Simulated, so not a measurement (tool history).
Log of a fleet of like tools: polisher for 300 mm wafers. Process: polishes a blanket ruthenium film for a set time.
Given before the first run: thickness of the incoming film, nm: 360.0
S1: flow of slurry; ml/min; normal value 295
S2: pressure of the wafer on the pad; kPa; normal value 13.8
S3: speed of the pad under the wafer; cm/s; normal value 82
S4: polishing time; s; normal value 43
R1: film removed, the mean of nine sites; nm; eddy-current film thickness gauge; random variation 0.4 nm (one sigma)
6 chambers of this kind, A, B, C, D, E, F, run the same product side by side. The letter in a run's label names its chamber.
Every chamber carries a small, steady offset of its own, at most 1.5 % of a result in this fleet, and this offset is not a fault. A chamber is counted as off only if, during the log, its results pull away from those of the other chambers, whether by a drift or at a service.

-- day=0.217 chamber B: worn pad replaced by a new one
run 1E day=0.254 | S1=295 S2=13.8 S3=82 S4=43 | R1=33.104
run 2D day=0.596 | S1=295 S2=13.8 S3=82 S4=43 | R1=34.972
-- day=0.892 chamber E: worn pad replaced by a new one
run 3B day=0.892 | S1=295 S2=13.8 S3=82 S4=43 | R1=34.187
run 4F day=1.312 | S1=295 S2=13.8 S3=82 S4=43 | R1=33.951
-- day=1.592 chamber B: slurry nozzle cleaned
run 5C day=1.608 | S1=295 S2=13.8 S3=82 S4=43 | R1=35.179
-- day=1.692 chamber F: worn pad replaced by a new one
run 6A day=1.979 | S1=295 S2=13.8 S3=82 S4=43 | R1=35.102
run 7F day=2.358 | S1=295 S2=13.8 S3=82 S4=43 | R1=34.467
run 8C day=2.692 | S1=295 S2=13.8 S3=82 S4=43 | R1=34.290
run 9A day=2.962 | S1=295 S2=13.8 S3=82 S4=43 | R1=34.587
-- day=2.988 chamber C: worn pad replaced by a new one
run 10E day=3.200 | S1=295 S2=13.8 S3=82 S4=43 | R1=34.378
run 11D day=3.512 | S1=295 S2=13.8 S3=82 S4=43 | R1=35.154
-- day=3.762 chamber E: worn pad replaced by a new one
run 12B day=3.808 | S1=295 S2=13.8 S3=82 S4=43 | R1=33.646
run 13F day=4.162 | S1=295 S2=13.8 S3=82 S4=43 | R1=34.772
run 14E day=4.350 | S1=295 S2=13.8 S3=82 S4=43 | R1=33.745
-- day=4.458 chamber F: head pressure recalibrated
run 15A day=4.746 | S1=340 S2=13.8 S3=64 S4=43 | R1=27.323
-- day=4.858 chamber B: worn pad replaced by a new one
run 16C day=4.996 | S1=340 S2=13.8 S3=64 S4=43 | R1=27.099
-- day=5.167 chamber A: slurry nozzle cleaned
run 17D day=5.354 | S1=340 S2=13.8 S3=64 S4=43 | R1=27.945
-- day=5.546 chamber D: worn pad replaced by a new one
run 18B day=5.554 | S1=340 S2=13.8 S3=64 S4=43 | R1=26.684
-- day=5.838 chamber F: worn pad replaced by a new one
run 19D day=5.900 | S1=340 S2=13.8 S3=64 S4=43 | R1=27.646
-- day=6.158 chamber A: worn pad replaced by a new one
run 20F day=6.188 | S1=340 S2=13.8 S3=64 S4=43 | R1=24.504
run 21A day=6.458 | S1=295 S2=13.8 S3=82 S4=43 | R1=34.430
run 22C day=6.854 | S1=295 S2=13.8 S3=82 S4=43 | R1=34.675
-- day=7.096 chamber E: worn pad replaced by a new one
run 23E day=7.279 | S1=295 S2=16.5 S3=82 S4=43 | R1=40.685
run 24B day=7.517 | S1=295 S2=16.5 S3=82 S4=43 | R1=40.605
-- day=7.900 chamber D: slurry nozzle cleaned
run 25E day=7.921 | S1=295 S2=16.5 S3=82 S4=43 | R1=40.409
run 26D day=8.217 | S1=295 S2=16.5 S3=82 S4=43 | R1=41.788
-- day=8.375 chamber C: worn pad replaced by a new one
run 27C day=8.454 | S1=295 S2=16.5 S3=82 S4=43 | R1=40.779
-- day=8.508 chamber F: slurry nozzle cleaned
run 28F day=8.779 | S1=295 S2=16.5 S3=82 S4=43 | R1=37.289
run 29A day=9.012 | S1=355 S2=12.4 S3=82 S4=43 | R1=31.927
run 30B day=9.433 | S1=355 S2=12.4 S3=82 S4=43 | R1=31.602
run 31E day=9.717 | S1=355 S2=12.4 S3=82 S4=43 | R1=30.793
-- day=10.062 chamber C: head pressure recalibrated
-- day=10.075 chamber E: worn pad replaced by a new one
-- day=10.146 chamber B: worn pad replaced by a new one
run 32C day=10.150 | S1=355 S2=12.4 S3=82 S4=43 | R1=31.771
run 33A day=10.575 | S1=355 S2=12.4 S3=82 S4=43 | R1=30.917
-- day=10.908 chamber F: worn pad replaced by a new one
run 34B day=10.996 | S1=355 S2=12.4 S3=82 S4=43 | R1=31.357
-- day=11.162 chamber D: worn pad replaced by a new one
-- day=11.300 chamber A: head pressure recalibrated
run 35D day=11.342 | S1=295 S2=13.8 S3=82 S4=43 | R1=35.692
run 36F day=11.675 | S1=295 S2=13.8 S3=82 S4=43 | R1=31.215
run 37C day=11.938 | S1=295 S2=13.8 S3=82 S4=43 | R1=34.737
-- day=11.971 chamber A: worn pad replaced by a new one
run 38D day=12.233 | S1=295 S2=13.8 S3=82 S4=43 | R1=34.993
run 39E day=12.517 | S1=295 S2=13.8 S3=82 S4=43 | R1=34.612
run 40B day=12.925 | S1=295 S2=13.8 S3=82 S4=43 | R1=33.324
run 41A day=13.146 | S1=295 S2=13.8 S3=82 S4=43 | R1=34.003

Each of the 6 chambers runs these same settings next. Fill in every chamber's results:
run 42A day=13.462 | S1=295 S2=13.8 S3=82 S4=43 | R1=?
run 42B day=13.462 | S1=295 S2=13.8 S3=82 S4=43 | R1=?
run 42C day=13.462 | S1=295 S2=13.8 S3=82 S4=43 | R1=?
run 42D day=13.462 | S1=295 S2=13.8 S3=82 S4=43 | R1=?
run 42E day=13.462 | S1=295 S2=13.8 S3=82 S4=43 | R1=?
run 42F day=13.462 | S1=295 S2=13.8 S3=82 S4=43 | R1=?

run=42A R1=34.793
run=42B R1=34.371
run=42C R1=34.031
run=42D R1=34.892
run=42E R1=34.785
run=42F R1=31.192

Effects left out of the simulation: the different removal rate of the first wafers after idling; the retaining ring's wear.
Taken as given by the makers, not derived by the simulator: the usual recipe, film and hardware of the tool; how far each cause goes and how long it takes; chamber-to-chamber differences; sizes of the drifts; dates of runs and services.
